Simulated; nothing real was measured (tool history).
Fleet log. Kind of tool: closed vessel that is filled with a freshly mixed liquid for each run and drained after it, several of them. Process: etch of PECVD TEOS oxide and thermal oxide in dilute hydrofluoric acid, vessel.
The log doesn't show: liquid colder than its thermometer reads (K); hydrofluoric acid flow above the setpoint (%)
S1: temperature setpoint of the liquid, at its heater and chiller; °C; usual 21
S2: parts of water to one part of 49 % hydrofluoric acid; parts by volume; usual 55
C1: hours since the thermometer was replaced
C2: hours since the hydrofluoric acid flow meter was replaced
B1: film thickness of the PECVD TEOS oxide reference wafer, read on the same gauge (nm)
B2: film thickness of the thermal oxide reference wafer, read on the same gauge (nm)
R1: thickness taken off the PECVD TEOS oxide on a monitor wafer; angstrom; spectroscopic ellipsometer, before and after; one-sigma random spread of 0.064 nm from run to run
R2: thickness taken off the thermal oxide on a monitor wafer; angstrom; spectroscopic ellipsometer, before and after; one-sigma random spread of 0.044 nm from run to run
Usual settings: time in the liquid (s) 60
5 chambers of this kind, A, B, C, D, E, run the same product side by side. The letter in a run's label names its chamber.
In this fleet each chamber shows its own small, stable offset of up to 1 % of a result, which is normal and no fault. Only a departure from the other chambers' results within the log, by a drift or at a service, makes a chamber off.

Run 1E, day 0.333: usual settings; C1 941.2; C2 1232.7; B1 39.958; B2 120.02. Result: R1 128.91 angstrom, R2 51.911 angstrom.
Run 2D, day 0.588: usual settings; C1 2503.1; C2 771.5; B1 39.993; B2 120.05. Result: R1 128.58 angstrom, R2 51.162 angstrom.
Run 3B, day 0.912: usual settings; C1 2155.1; C2 302.1; B1 39.982; B2 119.96. Result: R1 128.53 angstrom, R2 51.691 angstrom.
Run 4C, day 1.175: usual settings; C1 259.6; C2 1462.9; B1 39.988; B2 119.97. Result: R1 127.47 angstrom, R2 51.341 angstrom.
Run 5A, day 1.679: usual settings; C1 110.7; C2 1113.9; B1 39.994; B2 120.00. Result: R1 129.22 angstrom, R2 51.627 angstrom.
Run 6B, day 2.004: usual settings; C1 2181.3; C2 328.3; B1 39.960; B2 120.04. Result: R1 127.03 angstrom, R2 51.771 angstrom.
Run 7E, day 2.500: usual settings; C1 993.2; C2 1284.7; B1 40.023; B2 119.99. Result: R1 129.99 angstrom, R2 50.842 angstrom.
Run 8A, day 2.842: usual settings; C1 138.6; C2 1141.8; B1 40.014; B2 120.03. Result: R1 130.01 angstrom, R2 51.896 angstrom.
Run 9D, day 3.142: usual settings; C1 2564.4; C2 832.8; B1 40.020; B2 119.97. Result: R1 128.91 angstrom, R2 51.306 angstrom.
Run 10C, day 3.400: usual settings; C1 313.0; C2 1516.3; B1 40.008; B2 120.01. Result: R1 127.73 angstrom, R2 50.935 angstrom.
Run 11D, day 3.929: usual settings; C1 2583.3; C2 851.7; B1 40.069; B2 119.98. Result: R1 128.17 angstrom, R2 51.024 angstrom.
Run 12B, day 4.221: usual settings; C1 2234.5; C2 381.5; B1 40.018; B2 120.03. Result: R1 128.52 angstrom, R2 51.200 angstrom.
Run 13E, day 4.558: usual settings; C1 1042.6; C2 1334.1; B1 39.981; B2 119.98. Result: R1 128.84 angstrom, R2 51.102 angstrom.
Run 14C, day 4.867: usual settings; C1 348.2; C2 1551.5; B1 40.002; B2 120.03. Result: R1 128.63 angstrom, R2 51.100 angstrom.
Run 15A, day 5.254: usual settings; C1 196.5; C2 1199.7; B1 40.011; B2 119.99. Result: R1 129.02 angstrom, R2 51.427 angstrom.
Run 16A, day 5.529: usual settings but time in the liquid (s) 90; C1 203.1; C2 1206.3; B1 40.017; B2 120.01. Result: R1 193.55 angstrom, R2 77.249 angstrom.
Run 17C, day 5.904: usual settings but time in the liquid (s) 90; C1 373.1; C2 1576.4; B1 40.044; B2 119.98. Result: R1 194.48 angstrom, R2 76.362 angstrom.
Run 18E, day 6.262: usual settings but time in the liquid (s) 90; C1 1083.5; C2 1375.0; B1 40.011; B2 119.99. Result: R1 194.16 angstrom, R2 78.136 angstrom.
Run 19D, day 6.679: usual settings but time in the liquid (s) 90; C1 2649.3; C2 917.7; B1 40.020; B2 120.05. Result: R1 193.41 angstrom, R2 77.015 angstrom.
At day 6.817: chamber A: hydrofluoric acid flow meter replaced.
Run 20B, day 7.033: usual settings but time in the liquid (s) 90; C1 2302.0; C2 449.0; B1 40.008; B2 120.01. Result: R1 191.05 angstrom, R2 78.216 angstrom.
Run 21C, day 7.588: usual settings; C1 413.5; C2 1616.8; B1 39.981; B2 120.00. Result: R1 128.77 angstrom, R2 51.724 angstrom.
At day 7.942: chamber D: thermometer replaced.
Run 22B, day 8.129: usual settings; C1 2328.3; C2 475.3; B1 40.005; B2 120.02. Result: R1 129.29 angstrom, R2 51.890 angstrom.
Run 23D, day 8.425: usual settings but S1 25 °C, time in the liquid (s) 85; C1 11.6; C2 959.6; B1 40.038; B2 119.97. Result: R1 215.80 angstrom, R2 85.296 angstrom.
Run 24A, day 8.717: usual settings but S1 25 °C, time in the liquid (s) 85; C1 279.6; C2 45.6; B1 40.004; B2 120.01. Result: R1 214.64 angstrom, R2 85.501 angstrom.
Run 25E, day 9.183: usual settings but S1 25 °C, time in the liquid (s) 85; C1 1153.6; C2 1445.1; B1 39.977; B2 120.00. Result: R1 216.03 angstrom, R2 86.764 angstrom.
Run 26C, day 9.658: usual settings but S1 25 °C, time in the liquid (s) 85; C1 463.2; C2 1666.5; B1 40.007; B2 120.00. Result: R1 213.49 angstrom, R2 85.899 angstrom.
Run 27E, day 9.971: usual settings but S1 25 °C, time in the liquid (s) 85; C1 1172.5; C2 1464.0; B1 39.981; B2 119.99. Result: R1 215.77 angstrom, R2 86.724 angstrom.
At day 10.021: chamber B: thermometer replaced.
Run 28D, day 10.471: usual settings; C1 60.7; C2 1008.7; B1 40.031; B2 119.99. Result: R1 129.45 angstrom, R2 51.462 angstrom.
Run 29A, day 11.029: usual settings; C1 335.1; C2 101.1; B1 40.013; B2 119.94. Result: R1 128.66 angstrom, R2 51.237 angstrom.
Run 30B, day 11.467: usual settings; C1 34.8; C2 555.4; B1 40.016; B2 120.03. Result: R1 128.16 angstrom, R2 51.191 angstrom.

The same settings go to every chamber for the next run, one line per chamber below. Forecast the results for each:
Run 31A, day 11.871: usual settings. Result: R1 ?, R2 ?.
Run 31B, day 11.871: usual settings. Result: R1 ?, R2 ?.
Run 31C, day 11.871: usual settings. Result: R1 ?, R2 ?.
Run 31D, day 11.871: usual settings. Result: R1 ?, R2 ?.
Run 31E, day 11.871: usual settings. Result: R1 ?, R2 ?.

run      R1      R2
31A  129.13  52.223
31B  127.22  52.084
31C  128.34  51.045
31D  127.70  51.093
31E  129.04  51.729
